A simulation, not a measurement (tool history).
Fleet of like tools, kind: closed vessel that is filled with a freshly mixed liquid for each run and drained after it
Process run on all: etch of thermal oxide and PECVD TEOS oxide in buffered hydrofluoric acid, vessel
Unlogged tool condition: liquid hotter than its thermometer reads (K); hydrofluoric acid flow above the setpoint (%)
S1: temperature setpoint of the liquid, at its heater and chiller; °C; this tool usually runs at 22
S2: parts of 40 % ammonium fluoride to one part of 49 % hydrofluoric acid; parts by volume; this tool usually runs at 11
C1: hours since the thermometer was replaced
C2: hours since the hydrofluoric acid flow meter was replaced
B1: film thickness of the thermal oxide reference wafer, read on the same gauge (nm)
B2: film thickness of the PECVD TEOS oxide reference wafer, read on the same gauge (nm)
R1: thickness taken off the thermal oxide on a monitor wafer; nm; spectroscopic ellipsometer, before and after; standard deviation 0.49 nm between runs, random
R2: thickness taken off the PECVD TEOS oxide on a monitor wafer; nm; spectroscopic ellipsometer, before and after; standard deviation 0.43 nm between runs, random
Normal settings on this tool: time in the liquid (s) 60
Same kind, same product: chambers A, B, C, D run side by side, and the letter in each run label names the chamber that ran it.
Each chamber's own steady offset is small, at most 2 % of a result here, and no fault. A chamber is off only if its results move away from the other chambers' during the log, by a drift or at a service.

{"run": "1C", "hour": 2.5, "S1": 22, "S2": 11, "time in the liquid (s)": 60, "C1": 120.6, "C2": 1026.4, "B1": 39.97, "B2": 60.008, "R1": 60.001, "R2": 77.396}
{"run": "2A", "hour": 6.5, "S1": 22, "S2": 11, "time in the liquid (s)": 60, "C1": 996.8, "C2": 197.9, "B1": 40.015, "B2": 60.004, "R1": 61.131, "R2": 77.203}
{"run": "3D", "hour": 10.4, "S1": 22, "S2": 11, "time in the liquid (s)": 60, "C1": 2310.7, "C2": 1685.6, "B1": 39.992, "B2": 60.031, "R1": 59.674, "R2": 77.717}
{"run": "4B", "hour": 12.9, "S1": 22, "S2": 11, "time in the liquid (s)": 60, "C1": 210.5, "C2": 199.1, "B1": 39.962, "B2": 60.016, "R1": 59.62, "R2": 76.766}
{"run": "5A", "hour": 15.8, "S1": 22, "S2": 11, "time in the liquid (s)": 60, "C1": 1006.1, "C2": 207.2, "B1": 40.004, "B2": 59.992, "R1": 62.052, "R2": 77.406}
{"run": "6C", "hour": 19.1, "S1": 22, "S2": 11, "time in the liquid (s)": 60, "C1": 137.2, "C2": 1043, "B1": 39.995, "B2": 59.991, "R1": 59.53, "R2": 77.367}
{"run": "7B", "hour": 22.4, "S1": 22, "S2": 11, "time in the liquid (s)": 60, "C1": 220, "C2": 208.6, "B1": 40.04, "B2": 60.009, "R1": 59.418, "R2": 77.233}
{"run": "8D", "hour": 26.5, "S1": 22, "S2": 11, "time in the liquid (s)": 60, "C1": 2326.8, "C2": 1701.7, "B1": 40.032, "B2": 59.995, "R1": 60.203, "R2": 77.078}
{"run": "9A", "hour": 31.5, "S1": 22, "S2": 11, "time in the liquid (s)": 60, "C1": 1021.8, "C2": 222.9, "B1": 40.007, "B2": 60.006, "R1": 60.738, "R2": 76.582}
{"run": "10B", "hour": 34.2, "S1": 22, "S2": 11, "time in the liquid (s)": 60, "C1": 231.8, "C2": 220.4, "B1": 39.994, "B2": 60.028, "R1": 60.265, "R2": 76.574}
{"run": "11C", "hour": 38.3, "S1": 22, "S2": 11, "time in the liquid (s)": 60, "C1": 156.4, "C2": 1062.2, "B1": 39.988, "B2": 60.05, "R1": 59.186, "R2": 77.749}
{"run": "12D", "hour": 43.8, "S1": 22, "S2": 13.5, "time in the liquid (s)": 60, "C1": 2344.1, "C2": 1719, "B1": 40.044, "B2": 60.003, "R1": 49.018, "R2": 63.286}
{"run": "13C", "hour": 46.4, "S1": 22, "S2": 13.5, "time in the liquid (s)": 60, "C1": 164.5, "C2": 1070.3, "B1": 39.971, "B2": 60.029, "R1": 48.269, "R2": 64.601}
{"run": "14D", "hour": 50.4, "S1": 22, "S2": 13.5, "time in the liquid (s)": 60, "C1": 2350.7, "C2": 1725.6, "B1": 40.048, "B2": 59.995, "R1": 49.631, "R2": 63.892}
{"run": "15A", "hour": 55.8, "S1": 22, "S2": 13.5, "time in the liquid (s)": 60, "C1": 1046.1, "C2": 247.2, "B1": 40.028, "B2": 59.996, "R1": 50.088, "R2": 62.72}
{"run": "16B", "hour": 59.3, "S1": 22, "S2": 11, "time in the liquid (s)": 60, "C1": 256.9, "C2": 245.5, "B1": 40.015, "B2": 60.013, "R1": 59.81, "R2": 77.268}
{"run": "17B", "hour": 63.2, "S1": 22, "S2": 11, "time in the liquid (s)": 60, "C1": 260.8, "C2": 249.4, "B1": 40.038, "B2": 60, "R1": 59.322, "R2": 77.018}
{"run": "18D", "hour": 67.5, "S1": 22, "S2": 11, "time in the liquid (s)": 60, "C1": 2367.8, "C2": 1742.7, "B1": 39.962, "B2": 60, "R1": 60.686, "R2": 77.542}
{"run": "19C", "hour": 70.8, "S1": 22, "S2": 11, "time in the liquid (s)": 60, "C1": 188.9, "C2": 1094.7, "B1": 40.011, "B2": 59.982, "R1": 59.089, "R2": 78.992}
{"run": "20A", "hour": 74.6, "S1": 22, "S2": 11, "time in the liquid (s)": 60, "C1": 1064.9, "C2": 266, "B1": 40.009, "B2": 60.002, "R1": 60.551, "R2": 77.373}
{"run": "21B", "hour": 77.9, "S1": 22, "S2": 11, "time in the liquid (s)": 60, "C1": 275.5, "C2": 264.1, "B1": 40.014, "B2": 60.015, "R1": 59.811, "R2": 77.164}
{"run": "22D", "hour": 82.2, "S1": 22, "S2": 11, "time in the liquid (s)": 60, "C1": 2382.5, "C2": 1757.4, "B1": 40.027, "B2": 59.988, "R1": 59.36, "R2": 77.255}
{"run": "23C", "hour": 87.6, "S1": 18, "S2": 11, "time in the liquid (s)": 60, "C1": 205.7, "C2": 1111.5, "B1": 40.019, "B2": 60.021, "R1": 47.079, "R2": 62.185}
{"run": "24A", "hour": 91.4, "S1": 18, "S2": 11, "time in the liquid (s)": 60, "C1": 1081.7, "C2": 282.8, "B1": 39.972, "B2": 60.025, "R1": 48.597, "R2": 61.817}
{"run": "25A", "hour": 95.7, "S1": 18, "S2": 11, "time in the liquid (s)": 60, "C1": 1086, "C2": 287.1, "B1": 39.964, "B2": 60.049, "R1": 48.725, "R2": 61.651}
{"run": "26C", "hour": 100.3, "S1": 18, "S2": 11, "time in the liquid (s)": 60, "C1": 218.4, "C2": 1124.2, "B1": 39.949, "B2": 59.989, "R1": 47.777, "R2": 62.478}
{"run": "27B", "hour": 105.6, "S1": 22, "S2": 11, "time in the liquid (s)": 60, "C1": 303.2, "C2": 291.8, "B1": 40.032, "B2": 60.016, "R1": 60.384, "R2": 76.092}
{"run": "28D", "hour": 108.2, "S1": 22, "S2": 11, "time in the liquid (s)": 60, "C1": 2408.5, "C2": 1783.4, "B1": 40.039, "B2": 60.039, "R1": 60.361, "R2": 77.454}
{"run": "29B", "hour": 111.4, "S1": 22, "S2": 11, "time in the liquid (s)": 85, "C1": 309, "C2": 297.6, "B1": 40.017, "B2": 60.02, "R1": 85.658, "R2": 107.71}
{"run": "30A", "hour": 115.0, "S1": 22, "S2": 11, "time in the liquid (s)": 85, "C1": 1105.3, "C2": 306.4, "B1": 39.953, "B2": 59.994, "R1": 86.638, "R2": 109.58}
{"hour": 115.5, "done": "chamber D: thermometer replaced"}
{"run": "31D", "hour": 120.0, "S1": 22, "S2": 11, "time in the liquid (s)": 85, "C1": 4.6, "C2": 1795.2, "B1": 40.046, "B2": 59.954, "R1": 84.247, "R2": 109.88}
{"run": "32C", "hour": 123.1, "S1": 22, "S2": 11, "time in the liquid (s)": 85, "C1": 241.2, "C2": 1147, "B1": 40.001, "B2": 59.999, "R1": 83.756, "R2": 111.24}
{"run": "33B", "hour": 128.3, "S1": 22, "S2": 11, "time in the liquid (s)": 60, "C1": 325.9, "C2": 314.5, "B1": 40.03, "B2": 59.976, "R1": 59.476, "R2": 76.864}
{"run": "34D", "hour": 131.1, "S1": 22, "S2": 11, "time in the liquid (s)": 60, "C1": 15.7, "C2": 1806.3, "B1": 39.945, "B2": 59.96, "R1": 60.038, "R2": 76.744}
{"run": "35C", "hour": 135.8, "S1": 22, "S2": 11, "time in the liquid (s)": 60, "C1": 253.9, "C2": 1159.7, "B1": 39.99, "B2": 60.004, "R1": 59.693, "R2": 77.777}
{"run": "36A", "hour": 140.1, "S1": 22, "S2": 11, "time in the liquid (s)": 60, "C1": 1130.4, "C2": 331.5, "B1": 40.063, "B2": 59.981, "R1": 61.094, "R2": 77.801}
{"run": "37C", "hour": 145.6, "S1": 22, "S2": 11, "time in the liquid (s)": 60, "C1": 263.7, "C2": 1169.5, "B1": 40.005, "B2": 60.01, "R1": 59.434, "R2": 78.275}
{"run": "38B", "hour": 150.9, "S1": 22, "S2": 11, "time in the liquid (s)": 60, "C1": 348.5, "C2": 337.1, "B1": 40.025, "B2": 59.995, "R1": 60.43, "R2": 76.43}
{"run": "39D", "hour": 155.4, "S1": 25, "S2": 13, "time in the liquid (s)": 60, "C1": 40, "C2": 1830.6, "B1": 39.981, "B2": 60.025, "R1": 60.524, "R2": 77.728}
{"run": "40A", "hour": 159.1, "S1": 25, "S2": 13, "time in the liquid (s)": 60, "C1": 1149.4, "C2": 350.5, "B1": 40.029, "B2": 59.972, "R1": 60.632, "R2": 75.833}

The same settings go to every chamber for the next run, one line per chamber below. Forecast the results for each:
{"run": "41A", "hour": 163.1, "S1": 22, "S2": 11, "time in the liquid (s)": 60, "R1": "?", "R2": "?"}
{"run": "41B", "hour": 163.1, "S1": 22, "S2": 11, "time in the liquid (s)": 60, "R1": "?", "R2": "?"}
{"run": "41C", "hour": 163.1, "S1": 22, "S2": 11, "time in the liquid (s)": 60, "R1": "?", "R2": "?"}
{"run": "41D", "hour": 163.1, "S1": 22, "S2": 11, "time in the liquid (s)": 60, "R1": "?", "R2": "?"}

run=41A R1=60.495 R2=77.957
run=41B R1=59.312 R2=76.961
run=41C R1=59.873 R2=78.604
run=41D R1=59.993 R2=76.961
